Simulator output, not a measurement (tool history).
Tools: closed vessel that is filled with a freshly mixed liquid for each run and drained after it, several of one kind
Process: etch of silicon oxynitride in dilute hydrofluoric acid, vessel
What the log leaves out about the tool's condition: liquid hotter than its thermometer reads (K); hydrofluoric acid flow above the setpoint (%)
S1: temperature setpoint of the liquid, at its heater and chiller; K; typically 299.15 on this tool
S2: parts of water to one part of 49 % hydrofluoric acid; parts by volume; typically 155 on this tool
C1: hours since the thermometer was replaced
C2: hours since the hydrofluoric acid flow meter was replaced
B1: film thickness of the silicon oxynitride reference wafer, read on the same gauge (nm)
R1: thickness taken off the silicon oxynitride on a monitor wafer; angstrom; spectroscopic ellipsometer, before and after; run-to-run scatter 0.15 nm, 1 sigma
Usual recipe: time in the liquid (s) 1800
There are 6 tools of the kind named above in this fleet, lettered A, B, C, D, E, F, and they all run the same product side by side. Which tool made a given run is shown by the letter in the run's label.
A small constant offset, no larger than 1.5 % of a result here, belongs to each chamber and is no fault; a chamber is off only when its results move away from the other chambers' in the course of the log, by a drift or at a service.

Run 1D, hour 3.5: usual settings; C1 901.9; C2 923.8; B1 79.988. Result: R1 246.71 angstrom.
Run 2F, hour 9.0: usual settings; C1 272.9; C2 858.7; B1 80.000. Result: R1 248.11 angstrom.
Run 3B, hour 14.8: usual settings; C1 520.4; C2 48.5; B1 80.018. Result: R1 244.38 angstrom.
Run 4C, hour 20.5: usual settings; C1 761.6; C2 305.6; B1 79.960. Result: R1 251.46 angstrom.
Run 5A, hour 25.8: usual settings; C1 919.2; C2 569.1; B1 79.963. Result: R1 243.68 angstrom.
Run 6E, hour 28.7: usual settings; C1 1178.9; C2 1922.1; B1 79.996. Result: R1 246.54 angstrom.
Run 7F, hour 33.9: usual settings; C1 297.8; C2 883.6; B1 80.015. Result: R1 251.92 angstrom.
Run 8D, hour 38.9: usual settings; C1 937.3; C2 959.2; B1 79.992. Result: R1 249.45 angstrom.
Run 9E, hour 42.3: usual settings; C1 1192.5; C2 1935.7; B1 79.978. Result: R1 246.63 angstrom.
Run 10B, hour 46.6: usual settings; C1 552.2; C2 80.3; B1 79.991. Result: R1 245.65 angstrom.
Run 11A, hour 50.8: usual settings; C1 944.2; C2 594.1; B1 80.008. Result: R1 242.82 angstrom.
Run 12C, hour 55.2: usual settings; C1 796.3; C2 340.3; B1 79.952. Result: R1 247.95 angstrom.
Run 13C, hour 60.7: usual settings; C1 801.8; C2 345.8; B1 79.959. Result: R1 249.78 angstrom.
Run 14F, hour 65.2: usual settings; C1 329.1; C2 914.9; B1 80.013. Result: R1 249.49 angstrom.
Run 15E, hour 68.9: usual settings but S1 294.65 K, S2 90 parts by volume; C1 1219.1; C2 1962.3; B1 79.981. Result: R1 363.00 angstrom.
Run 16A, hour 72.8: usual settings but S1 294.65 K, S2 90 parts by volume; C1 966.2; C2 616.1; B1 79.999. Result: R1 359.14 angstrom.
Run 17D, hour 77.4: usual settings but S1 294.65 K, S2 90 parts by volume; C1 975.8; C2 997.7; B1 79.996. Result: R1 364.48 angstrom.
Run 18B, hour 80.4: usual settings but S1 294.65 K, S2 90 parts by volume; C1 586.0; C2 114.1; B1 80.029. Result: R1 356.12 angstrom.
Run 19C, hour 83.2: usual settings but S1 294.65 K, S2 90 parts by volume; C1 824.3; C2 368.3; B1 80.040. Result: R1 367.26 angstrom.
Run 20A, hour 88.6: usual settings but S1 294.65 K, S2 90 parts by volume; C1 982.0; C2 631.9; B1 80.026. Result: R1 360.30 angstrom.
Run 21D, hour 93.5: usual settings; C1 991.9; C2 1013.8; B1 79.992. Result: R1 247.90 angstrom.
Run 22B, hour 98.3: usual settings; C1 603.9; C2 132.0; B1 80.020. Result: R1 245.51 angstrom.
Run 23F, hour 104.0: usual settings but S1 301.65 K, S2 215 parts by volume; C1 367.9; C2 953.7; B1 80.025. Result: R1 187.29 angstrom.
Run 24E, hour 108.5: usual settings but S1 301.65 K, S2 215 parts by volume; C1 1258.7; C2 2001.9; B1 79.997. Result: R1 186.38 angstrom.
Run 25A, hour 112.1: usual settings but S1 301.65 K, S2 215 parts by volume; C1 1005.5; C2 655.4; B1 80.012. Result: R1 185.19 angstrom.
Run 26E, hour 115.5: usual settings but S1 301.65 K, S2 215 parts by volume; C1 1265.7; C2 2008.9; B1 80.011. Result: R1 185.81 angstrom.
Run 27B, hour 120.4: usual settings but S1 301.65 K, S2 215 parts by volume; C1 626.0; C2 154.1; B1 80.038. Result: R1 185.59 angstrom.
Run 28F, hour 123.7: usual settings but S1 301.65 K, S2 215 parts by volume; C1 387.6; C2 973.4; B1 79.994. Result: R1 189.39 angstrom.
Run 29C, hour 128.3: usual settings; C1 869.4; C2 413.4; B1 80.000. Result: R1 247.71 angstrom.
Run 30D, hour 133.1: usual settings; C1 1031.5; C2 1053.4; B1 79.982. Result: R1 250.10 angstrom.
Run 31B, hour 138.4: usual settings; C1 644.0; C2 172.1; B1 79.998. Result: R1 245.98 angstrom.
Run 32F, hour 141.5: usual settings; C1 405.4; C2 991.2; B1 79.986. Result: R1 248.47 angstrom.
Run 33D, hour 145.9: usual settings; C1 1044.3; C2 1066.2; B1 79.967. Result: R1 245.42 angstrom.
Run 34E, hour 150.1: usual settings; C1 1300.3; C2 2043.5; B1 80.032. Result: R1 244.54 angstrom.
Run 35A, hour 154.2: usual settings; C1 1047.6; C2 697.5; B1 80.009. Result: R1 241.84 angstrom.
Run 36C, hour 159.4: usual settings; C1 900.5; C2 444.5; B1 79.966. Result: R1 247.54 angstrom.
Run 37C, hour 162.2: usual settings but S1 302.15 K, time in the liquid (s) 1185; C1 903.3; C2 447.3; B1 79.959. Result: R1 185.68 angstrom.
Run 38F, hour 167.3: usual settings but S1 302.15 K, time in the liquid (s) 1185; C1 431.2; C2 1017.0; B1 79.987. Result: R1 187.62 angstrom.
Run 39E, hour 172.5: usual settings but S1 302.15 K, time in the liquid (s) 1185; C1 1322.7; C2 2065.9; B1 80.007. Result: R1 185.59 angstrom.
Run 40D, hour 178.1: usual settings but S1 302.15 K, time in the liquid (s) 1185; C1 1076.5; C2 1098.4; B1 79.969. Result: R1 188.45 angstrom.
Run 41A, hour 182.2: usual settings but S1 302.15 K, time in the liquid (s) 1185; C1 1075.6; C2 725.5; B1 79.969. Result: R1 185.37 angstrom.
Run 42B, hour 187.3: usual settings but S1 302.15 K, time in the liquid (s) 1185; C1 692.9; C2 221.0; B1 80.011. Result: R1 185.15 angstrom.
Run 43C, hour 193.1: usual settings; C1 934.2; C2 478.2; B1 80.031. Result: R1 247.64 angstrom.

Each of the 6 chambers runs these same settings next. Fill in every chamber's results:
Run 44A, hour 197.3: usual settings but S1 297.15 K. Result: R1 ?.
Run 44B, hour 197.3: usual settings but S1 297.15 K. Result: R1 ?.
Run 44C, hour 197.3: usual settings but S1 297.15 K. Result: R1 ?.
Run 44D, hour 197.3: usual settings but S1 297.15 K. Result: R1 ?.
Run 44E, hour 197.3: usual settings but S1 297.15 K. Result: R1 ?.
Run 44F, hour 197.3: usual settings but S1 297.15 K. Result: R1 ?.

run      R1
44A  223.89
44B  226.76
44C  227.86
44D  225.61
44E  225.90
44F  228.64
